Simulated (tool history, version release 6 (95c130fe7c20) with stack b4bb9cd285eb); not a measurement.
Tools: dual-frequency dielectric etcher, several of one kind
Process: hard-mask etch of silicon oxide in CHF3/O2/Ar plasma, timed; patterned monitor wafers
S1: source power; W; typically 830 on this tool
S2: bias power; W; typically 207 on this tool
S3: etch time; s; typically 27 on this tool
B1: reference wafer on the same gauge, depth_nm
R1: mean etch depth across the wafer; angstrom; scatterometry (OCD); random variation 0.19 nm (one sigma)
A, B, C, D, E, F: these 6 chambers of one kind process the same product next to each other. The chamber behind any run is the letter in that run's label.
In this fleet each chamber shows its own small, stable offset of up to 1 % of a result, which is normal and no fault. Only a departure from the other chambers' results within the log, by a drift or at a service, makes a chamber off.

run,hour,S1,S2,S3,B1,R1
1A,8.2,830,207,27,63.476,635.29
2B,13.7,830,207,27,63.485,630.54
# hour 16.7: chamber D: wet clean of the chamber
3C,18.5,830,207,27,63.522,634.08
4E,25.8,830,207,27,63.479,633.06
# hour 27.1: chamber C: wet clean of the chamber
5D,31.3,830,207,27,63.517,636.46
6F,35.9,830,207,27,63.501,632.99
7F,44.2,830,207,27,63.485,631.36
8D,51.5,830,207,27,63.454,638.49
# hour 55.6: chamber B: source power generator calibrated
9C,59.2,830,207,27,63.473,633.34
10B,65.7,830,207,27,63.482,628.49
11A,71.8,830,239,27,63.5,665.36
# hour 72: chamber E: wet clean of the chamber
# hour 74.3: chamber B: bias power generator calibrated
12E,79.7,830,239,27,63.482,669.11
13D,83.6,830,239,27,63.544,665.16
14E,91.1,830,239,27,63.535,666.34
15F,97.8,830,239,27,63.504,663.57
16B,101.7,830,239,27,63.439,660.72
17A,110.5,830,207,27,63.498,634.26
18C,115.3,830,207,27,63.54,635.79
# hour 118.2: chamber F: source power generator calibrated
19B,123.7,830,207,27,63.54,628.83
20A,129,830,207,27,63.514,635.53
21D,134.1,830,207,27,63.488,634.68
22F,138.4,830,207,27,63.471,633.9
23E,147.1,830,207,27,63.497,634.52
24C,151.8,900,207,22,63.492,530.97
# hour 154.9: chamber E: bias power generator calibrated
25E,158.7,900,207,22,63.509,533.61
26F,164.6,900,207,22,63.477,531.84
27D,171.1,900,207,22,63.526,532.59
28A,178.7,900,207,22,63.495,530.92
29B,185.8,900,207,22,63.533,518.27
30C,192.7,830,207,27,63.468,633.51
31C,200.9,830,207,27,63.453,632.38
32A,207.6,830,207,27,63.556,630.84
33E,216.5,830,207,27,63.485,632.92
34B,223.5,830,207,27,63.499,616.75
35F,229.3,830,207,27,63.518,631.56
36D,234.1,830,207,27,63.538,634.26
37B,242.1,830,207,30,63.499,682.7
38A,248.5,830,207,30,63.504,698.94
39C,255.8,830,207,30,63.551,699.04
40F,261.4,830,207,30,63.536,701.34
41D,266.9,830,207,30,63.492,707
# hour 268.4: chamber C: source power generator calibrated
42E,270.9,830,207,30,63.46,705.29
43C,275.1,830,207,27,63.528,636.46
44F,279.1,680,228,27,63.513,605.65

Next, all 6 chambers run the settings below, one line each with question marks for the results. What does each chamber give?
45A,285.6,830,207,27,,?
45B,285.6,830,207,27,,?
45C,285.6,830,207,27,,?
45D,285.6,830,207,27,,?
45E,285.6,830,207,27,,?
45F,285.6,830,207,27,,?

run,R1
45A,634.22
45B,612.52
45C,637.07
45D,634.8
45E,632.43
45F,635.12

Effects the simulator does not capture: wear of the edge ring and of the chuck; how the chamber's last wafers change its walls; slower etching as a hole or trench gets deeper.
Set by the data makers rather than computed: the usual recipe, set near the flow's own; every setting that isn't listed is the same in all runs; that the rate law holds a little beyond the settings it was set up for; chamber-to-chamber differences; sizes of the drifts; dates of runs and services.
